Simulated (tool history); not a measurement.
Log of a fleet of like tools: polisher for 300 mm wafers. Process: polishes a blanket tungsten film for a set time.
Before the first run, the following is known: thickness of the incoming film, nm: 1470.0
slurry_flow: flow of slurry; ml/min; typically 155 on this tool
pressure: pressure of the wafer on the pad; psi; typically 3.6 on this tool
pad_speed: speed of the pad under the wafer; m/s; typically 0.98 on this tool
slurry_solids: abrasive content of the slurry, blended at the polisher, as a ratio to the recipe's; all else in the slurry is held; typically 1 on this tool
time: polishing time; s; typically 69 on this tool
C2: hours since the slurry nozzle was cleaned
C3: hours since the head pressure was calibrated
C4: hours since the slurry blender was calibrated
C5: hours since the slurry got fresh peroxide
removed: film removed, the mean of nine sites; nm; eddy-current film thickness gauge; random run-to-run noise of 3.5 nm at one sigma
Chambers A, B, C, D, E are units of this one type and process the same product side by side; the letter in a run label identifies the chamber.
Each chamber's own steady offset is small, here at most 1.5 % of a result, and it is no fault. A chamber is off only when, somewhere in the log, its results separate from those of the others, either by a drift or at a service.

-- hour=5.1 chamber E: slurry blender recalibrated
-- hour=8.4 chamber C: slurry blender recalibrated
run 1E hour=13.1 | slurry_flow=155 pressure=3.6 pad_speed=0.98 slurry_solids=1 time=69 | wafers_polished_on_this_pad=261 C2=154.6 C3=44 C4=8 C5=134.4 | removed=297.6
run 2A hour=23.4 | slurry_flow=155 pressure=3.6 pad_speed=0.98 slurry_solids=1 time=69 | wafers_polished_on_this_pad=308 C2=33 C3=322 C4=156.5 C5=57.9 | removed=297.09
-- hour=32.1 chamber D: slurry tank refilled with fresh slurry and peroxide
run 3B hour=35.2 | slurry_flow=155 pressure=3.6 pad_speed=0.98 slurry_solids=1 time=69 | wafers_polished_on_this_pad=929 C2=312.7 C3=837.7 C4=395.9 C5=41 | removed=302.81
-- hour=40.8 chamber B: worn pad replaced by a new one
run 4C hour=48.9 | slurry_flow=155 pressure=3.6 pad_speed=0.98 slurry_solids=1 time=69 | wafers_polished_on_this_pad=415 C2=216.9 C3=161.7 C4=40.5 C5=121.9 | removed=294.21
-- hour=58.6 chamber B: slurry nozzle cleaned
-- hour=60.9 chamber E: slurry tank refilled with fresh slurry and peroxide
run 5D hour=61.2 | slurry_flow=155 pressure=3.6 pad_speed=0.98 slurry_solids=1 time=69 | wafers_polished_on_this_pad=775 C2=804.1 C3=1217.7 C4=174.8 C5=29.1 | removed=305.06
-- hour=71.6 chamber B: slurry tank refilled with fresh slurry and peroxide
run 6A hour=72.7 | slurry_flow=155 pressure=3.6 pad_speed=0.98 slurry_solids=0.8 time=69 | wafers_polished_on_this_pad=653 C2=82.3 C3=371.3 C4=205.8 C5=107.2 | removed=283.16
run 7C hour=83.2 | slurry_flow=155 pressure=3.6 pad_speed=0.98 slurry_solids=0.8 time=69 | wafers_polished_on_this_pad=655 C2=251.2 C3=196 C4=74.8 C5=156.2 | removed=284.09
-- hour=86.3 chamber D: worn pad replaced by a new one
-- hour=90.8 chamber C: slurry tank refilled with fresh slurry and peroxide
run 8D hour=94.1 | slurry_flow=155 pressure=3.6 pad_speed=0.98 slurry_solids=0.8 time=69 | wafers_polished_on_this_pad=55 C2=837 C3=1250.6 C4=207.7 C5=62 | removed=287.42
-- hour=103.3 chamber A: worn pad replaced by a new one
run 9B hour=104 | slurry_flow=155 pressure=3.6 pad_speed=0.98 slurry_solids=0.8 time=69 | wafers_polished_on_this_pad=443 C2=45.4 C3=906.5 C4=464.7 C5=32.5 | removed=291.07
-- hour=110.8 chamber B: slurry blender recalibrated
run 10E hour=111.7 | slurry_flow=155 pressure=3.6 pad_speed=0.98 slurry_solids=0.8 time=69 | wafers_polished_on_this_pad=952 C2=253.2 C3=142.6 C4=106.6 C5=50.8 | removed=286.4
-- hour=114.1 chamber A: slurry blender recalibrated
run 11E hour=121.8 | slurry_flow=155 pressure=3.6 pad_speed=0.98 slurry_solids=1 time=69 | wafers_polished_on_this_pad=1023 C2=263.3 C3=152.7 C4=116.7 C5=60.9 | removed=302.73
-- hour=122.9 chamber E: worn pad replaced by a new one
-- hour=123.1 chamber C: worn pad replaced by a new one
run 12B hour=131.3 | slurry_flow=155 pressure=3.6 pad_speed=0.98 slurry_solids=1 time=69 | wafers_polished_on_this_pad=634 C2=72.7 C3=933.8 C4=20.6 C5=59.8 | removed=300.57
-- hour=135.2 chamber D: slurry nozzle cleaned
-- hour=140.9 chamber B: slurry tank refilled with fresh slurry and peroxide
run 13D hour=145.7 | slurry_flow=155 pressure=3.6 pad_speed=0.98 slurry_solids=1 time=69 | wafers_polished_on_this_pad=417 C2=10.5 C3=1302.2 C4=259.3 C5=113.6 | removed=302.08
-- hour=156.5 chamber B: worn pad replaced by a new one
run 14A hour=159.8 | slurry_flow=155 pressure=3.6 pad_speed=0.98 slurry_solids=1 time=69 | wafers_polished_on_this_pad=396 C2=169.4 C3=458.4 C4=45.7 C5=194.3 | removed=295.03
run 15C hour=169 | slurry_flow=155 pressure=3.6 pad_speed=0.98 slurry_solids=1 time=69 | wafers_polished_on_this_pad=322 C2=337 C3=281.8 C4=160.6 C5=78.2 | removed=295.11
-- hour=174 chamber E: slurry blender recalibrated
run 16B hour=184.1 | slurry_flow=155 pressure=3.6 pad_speed=0.98 slurry_solids=1 time=69 | wafers_polished_on_this_pad=193 C2=125.5 C3=986.6 C4=73.4 C5=43.3 | removed=305.45
-- hour=194.6 chamber D: slurry blender recalibrated
run 17C hour=197.4 | slurry_flow=155 pressure=3.6 pad_speed=0.98 slurry_solids=1.25 time=69 | wafers_polished_on_this_pad=521 C2=365.4 C3=310.2 C4=189 C5=106.6 | removed=319.57
run 18D hour=213.6 | slurry_flow=155 pressure=3.6 pad_speed=0.98 slurry_solids=1.25 time=69 | wafers_polished_on_this_pad=893 C2=78.4 C3=1370.1 C4=19 C5=181.5 | removed=311.51
-- hour=218.6 chamber B: slurry tank refilled with fresh slurry and peroxide
-- hour=225.2 chamber E: slurry nozzle cleaned
run 19A hour=226.2 | slurry_flow=155 pressure=3.6 pad_speed=0.98 slurry_solids=1.25 time=69 | wafers_polished_on_this_pad=861 C2=235.8 C3=524.8 C4=112.1 C5=260.7 | removed=302.43
-- hour=226.8 chamber D: slurry tank refilled with fresh slurry and peroxide
-- hour=230.9 chamber E: slurry tank refilled with fresh slurry and peroxide
run 20E hour=236.7 | slurry_flow=155 pressure=3.6 pad_speed=0.98 slurry_solids=1.25 time=69 | wafers_polished_on_this_pad=798 C2=11.6 C3=267.6 C4=62.8 C5=5.8 | removed=316.61
-- hour=238.1 chamber C: slurry tank refilled with fresh slurry and peroxide
-- hour=241.3 chamber D: worn pad replaced by a new one
-- hour=243.2 chamber A: worn pad replaced by a new one
-- hour=252 chamber D: head pressure recalibrated
run 21E hour=252.2 | slurry_flow=155 pressure=3.6 pad_speed=0.98 slurry_solids=1.25 time=69 | wafers_polished_on_this_pad=907 C2=27.1 C3=283.1 C4=78.3 C5=21.3 | removed=316.03
-- hour=266.2 chamber C: worn pad replaced by a new one
run 22C hour=266.4 | slurry_flow=155 pressure=3.6 pad_speed=0.98 slurry_solids=1 time=69 | wafers_polished_on_this_pad=1 C2=434.4 C3=379.2 C4=258 C5=28.3 | removed=304.47
run 23D hour=282.5 | slurry_flow=155 pressure=3.6 pad_speed=0.98 slurry_solids=1 time=69 | wafers_polished_on_this_pad=289 C2=147.3 C3=30.6 C4=87.9 C5=55.7 | removed=300.39
-- hour=285.8 chamber B: head pressure recalibrated
-- hour=290.1 chamber E: worn pad replaced by a new one
-- hour=292.8 chamber B: slurry tank refilled with fresh slurry and peroxide
run 24B hour=294.5 | slurry_flow=155 pressure=3.6 pad_speed=0.98 slurry_solids=1 time=69 | wafers_polished_on_this_pad=967 C2=235.9 C3=8.8 C4=183.8 C5=1.7 | removed=301.06
-- hour=297 chamber B: worn pad replaced by a new one
run 25A hour=305.8 | slurry_flow=155 pressure=4.1 pad_speed=0.98 slurry_solids=0.85 time=69 | wafers_polished_on_this_pad=439 C2=315.4 C3=604.4 C4=191.7 C5=340.3 | removed=308.92
-- hour=306.2 chamber C: slurry nozzle cleaned
run 26A hour=321.3 | slurry_flow=155 pressure=4.1 pad_speed=0.98 slurry_solids=0.85 time=69 | wafers_polished_on_this_pad=548 C2=330.9 C3=619.9 C4=207.2 C5=355.8 | removed=308.1
run 27B hour=328.4 | slurry_flow=155 pressure=4.1 pad_speed=0.98 slurry_solids=0.85 time=69 | wafers_polished_on_this_pad=220 C2=269.8 C3=42.7 C4=217.7 C5=35.6 | removed=323.09
run 28C hour=340.4 | slurry_flow=155 pressure=4.1 pad_speed=0.98 slurry_solids=0.85 time=69 | wafers_polished_on_this_pad=520 C2=34.3 C3=453.2 C4=332 C5=102.3 | removed=326.01
run 29E hour=355.3 | slurry_flow=155 pressure=4.1 pad_speed=0.98 slurry_solids=0.85 time=69 | wafers_polished_on_this_pad=457 C2=130.2 C3=386.2 C4=181.4 C5=124.4 | removed=318.51
-- hour=368 chamber A: worn pad replaced by a new one
run 30D hour=370.7 | slurry_flow=155 pressure=3.6 pad_speed=0.98 slurry_solids=1 time=69 | wafers_polished_on_this_pad=907 C2=235.5 C3=118.8 C4=176.1 C5=143.9 | removed=297.55
-- hour=371.5 chamber E: slurry blender recalibrated
-- hour=383.3 chamber A: slurry nozzle cleaned
run 31A hour=383.5 | slurry_flow=155 pressure=3.2 pad_speed=0.98 slurry_solids=1 time=69 | wafers_polished_on_this_pad=108 C2=0.3 C3=682.1 C4=269.4 C5=418 | removed=249.11
run 32E hour=399.7 | slurry_flow=155 pressure=3.2 pad_speed=0.98 slurry_solids=1 time=69 | wafers_polished_on_this_pad=768 C2=174.6 C3=430.6 C4=28.3 C5=168.8 | removed=262.33

Does one chamber stand apart from the rest, does the shared gauge drift, or is all well apart from small per-chamber offsets? Give the chamber and the most likely cause, where there is one.

Little by little, chamber A moves away from the other chambers.
Cause: peroxide lost from the slurry, % = 21.9.
The log might look much the same if the cause were instead: head's pressure below its setpoint, %.

Which of the 4 candidates below, each the usual settings with something changed and its results left as question marks, puts chamber A back in line with what the other chambers give on the usual settings?
To be in line, a result may differ from the other chambers' mean on the usual settings by at most: removed 12 nm
run 33A-1 hour=411.5 | slurry_flow=155 pressure=3.6 pad_speed=0.88 slurry_solids=1 time=69 | removed=?
run 33A-2 hour=411.5 | slurry_flow=155 pressure=3.6 pad_speed=0.98 slurry_solids=1 time=75 | removed=?
run 33A-3 hour=411.5 | slurry_flow=155 pressure=3.6 pad_speed=0.98 slurry_solids=1 time=70 | removed=?
run 33A-4 hour=411.5 | slurry_flow=155 pressure=3.6 pad_speed=0.98 slurry_solids=1 time=67 | removed=?

Mean of the other chambers on the usual settings: removed 299.49 nm
run=33A-1 removed=242.86
run=33A-2 removed=293.66
run=33A-3 removed=274.08
run=33A-4 removed=262.33
Change 33A-2 lands the chamber within the allowed miss of the other chambers.
